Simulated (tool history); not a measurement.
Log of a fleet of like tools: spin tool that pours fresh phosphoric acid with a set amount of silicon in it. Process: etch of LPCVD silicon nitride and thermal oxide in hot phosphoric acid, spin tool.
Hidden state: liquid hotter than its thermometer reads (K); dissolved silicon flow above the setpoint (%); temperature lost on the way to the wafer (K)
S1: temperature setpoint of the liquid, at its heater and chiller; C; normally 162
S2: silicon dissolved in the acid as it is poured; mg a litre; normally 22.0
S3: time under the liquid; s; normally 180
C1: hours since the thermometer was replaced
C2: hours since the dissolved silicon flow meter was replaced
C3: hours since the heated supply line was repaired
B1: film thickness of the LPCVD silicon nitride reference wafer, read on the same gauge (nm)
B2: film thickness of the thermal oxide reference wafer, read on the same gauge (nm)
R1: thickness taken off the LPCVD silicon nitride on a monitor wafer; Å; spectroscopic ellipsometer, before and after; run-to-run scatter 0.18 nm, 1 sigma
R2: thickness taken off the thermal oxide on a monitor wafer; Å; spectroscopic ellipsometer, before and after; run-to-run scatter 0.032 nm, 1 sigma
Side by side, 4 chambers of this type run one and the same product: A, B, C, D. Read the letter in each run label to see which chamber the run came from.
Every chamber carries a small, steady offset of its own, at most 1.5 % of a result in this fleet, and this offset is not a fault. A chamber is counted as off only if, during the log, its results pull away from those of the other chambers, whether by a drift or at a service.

run 1C day=0.479 | S1=162 S2=22.0 S3=180 | C1=573.7 C2=299.5 C3=761.5 | B1=30.020 B2=130.01 | R1=179.95 R2=3.5346
run 2D day=0.771 | S1=162 S2=22.0 S3=180 | C1=845.3 C2=153.1 C3=20.4 | B1=30.015 B2=130.00 | R1=181.01 R2=3.4113
run 3A day=0.996 | S1=162 S2=22.0 S3=180 | C1=2715.2 C2=201.9 C3=793.6 | B1=29.996 B2=130.02 | R1=180.49 R2=3.4103
-- day=1.054 chamber D: thermometer replaced
run 4B day=1.475 | S1=162 S2=22.0 S3=180 | C1=949.9 C2=140.4 C3=294.1 | B1=29.976 B2=130.00 | R1=183.63 R2=2.9280
run 5D day=1.946 | S1=162 S2=22.0 S3=180 | C1=21.5 C2=181.3 C3=48.6 | B1=29.993 B2=129.99 | R1=181.74 R2=3.5458
run 6A day=2.238 | S1=162 S2=22.0 S3=180 | C1=2745.0 C2=231.7 C3=823.4 | B1=30.031 B2=130.02 | R1=181.12 R2=3.1496
run 7B day=2.646 | S1=162 S2=22.0 S3=180 | C1=978.0 C2=168.5 C3=322.2 | B1=29.982 B2=129.99 | R1=183.61 R2=3.6252
run 8C day=3.092 | S1=162 S2=22.0 S3=180 | C1=636.4 C2=362.2 C3=824.2 | B1=30.000 B2=130.00 | R1=181.33 R2=3.4958
run 9A day=3.400 | S1=162 S2=12.5 S3=280 | C1=2772.9 C2=259.6 C3=851.3 | B1=29.992 B2=130.00 | R1=286.07 R2=6.7908
run 10C day=3.683 | S1=162 S2=12.5 S3=280 | C1=650.6 C2=376.4 C3=838.4 | B1=30.002 B2=130.00 | R1=281.38 R2=8.1083
-- day=3.783 chamber C: thermometer replaced
run 11B day=3.900 | S1=162 S2=12.5 S3=280 | C1=1008.1 C2=198.6 C3=352.3 | B1=29.987 B2=130.00 | R1=286.93 R2=6.4829
run 12D day=4.296 | S1=162 S2=12.5 S3=280 | C1=77.9 C2=237.7 C3=105.0 | B1=29.991 B2=130.01 | R1=282.01 R2=6.8094
run 13B day=4.704 | S1=162 S2=34.0 S3=275 | C1=1027.4 C2=217.9 C3=371.6 | B1=29.980 B2=130.00 | R1=278.47 R2=2.9834
run 14C day=5.000 | S1=162 S2=34.0 S3=275 | C1=29.3 C2=408.0 C3=870.0 | B1=29.995 B2=129.99 | R1=281.70 R2=3.3996
run 15A day=5.308 | S1=162 S2=34.0 S3=275 | C1=2818.7 C2=305.4 C3=897.1 | B1=29.996 B2=130.03 | R1=277.86 R2=3.1408
run 16D day=5.667 | S1=162 S2=34.0 S3=275 | C1=110.8 C2=270.6 C3=137.9 | B1=29.990 B2=130.00 | R1=276.68 R2=3.5170
run 17B day=6.104 | S1=162 S2=22.0 S3=180 | C1=1061.0 C2=251.5 C3=405.2 | B1=29.996 B2=129.99 | R1=184.68 R2=3.9216
run 18D day=6.479 | S1=162 S2=22.0 S3=180 | C1=130.3 C2=290.1 C3=157.4 | B1=29.969 B2=129.99 | R1=178.94 R2=3.0868
run 19A day=6.958 | S1=162 S2=22.0 S3=180 | C1=2858.3 C2=345.0 C3=936.7 | B1=29.960 B2=130.00 | R1=180.62 R2=3.3535
-- day=6.971 chamber A: thermometer replaced
run 20C day=7.438 | S1=162 S2=22.0 S3=180 | C1=87.8 C2=466.5 C3=928.5 | B1=30.001 B2=129.99 | R1=179.46 R2=3.5868
run 21B day=7.762 | S1=162 S2=22.0 S3=180 | C1=1100.8 C2=291.3 C3=445.0 | B1=30.044 B2=130.00 | R1=184.11 R2=3.0583
run 22C day=7.979 | S1=162 S2=22.0 S3=180 | C1=100.8 C2=479.5 C3=941.5 | B1=29.979 B2=130.02 | R1=178.07 R2=3.0103
run 23A day=8.442 | S1=162 S2=22.0 S3=180 | C1=35.3 C2=380.6 C3=972.3 | B1=29.975 B2=129.99 | R1=181.91 R2=3.9933
run 24D day=8.758 | S1=162 S2=22.0 S3=180 | C1=185.0 C2=344.8 C3=212.1 | B1=29.995 B2=129.99 | R1=180.85 R2=2.8613
run 25A day=9.038 | S1=162 S2=22.0 S3=180 | C1=49.6 C2=394.9 C3=986.6 | B1=29.994 B2=130.01 | R1=182.97 R2=3.0920
run 26D day=9.517 | S1=162 S2=22.0 S3=180 | C1=203.2 C2=363.0 C3=230.3 | B1=29.988 B2=129.98 | R1=181.53 R2=2.8226
run 27B day=9.942 | S1=162 S2=22.0 S3=180 | C1=1153.1 C2=343.6 C3=497.3 | B1=29.973 B2=130.00 | R1=184.12 R2=3.4645

Predict what each chamber gives when all 4 of them run the settings below next.
run 28A day=10.283 | S1=162 S2=22.0 S3=180 | R1=? R2=?
run 28B day=10.283 | S1=162 S2=22.0 S3=180 | R1=? R2=?
run 28C day=10.283 | S1=162 S2=22.0 S3=180 | R1=? R2=?
run 28D day=10.283 | S1=162 S2=22.0 S3=180 | R1=? R2=?

run=28A R1=182.47 R2=3.2236
run=28B R1=184.32 R2=3.6961
run=28C R1=184.30 R2=3.0409
run=28D R1=180.29 R2=3.9736
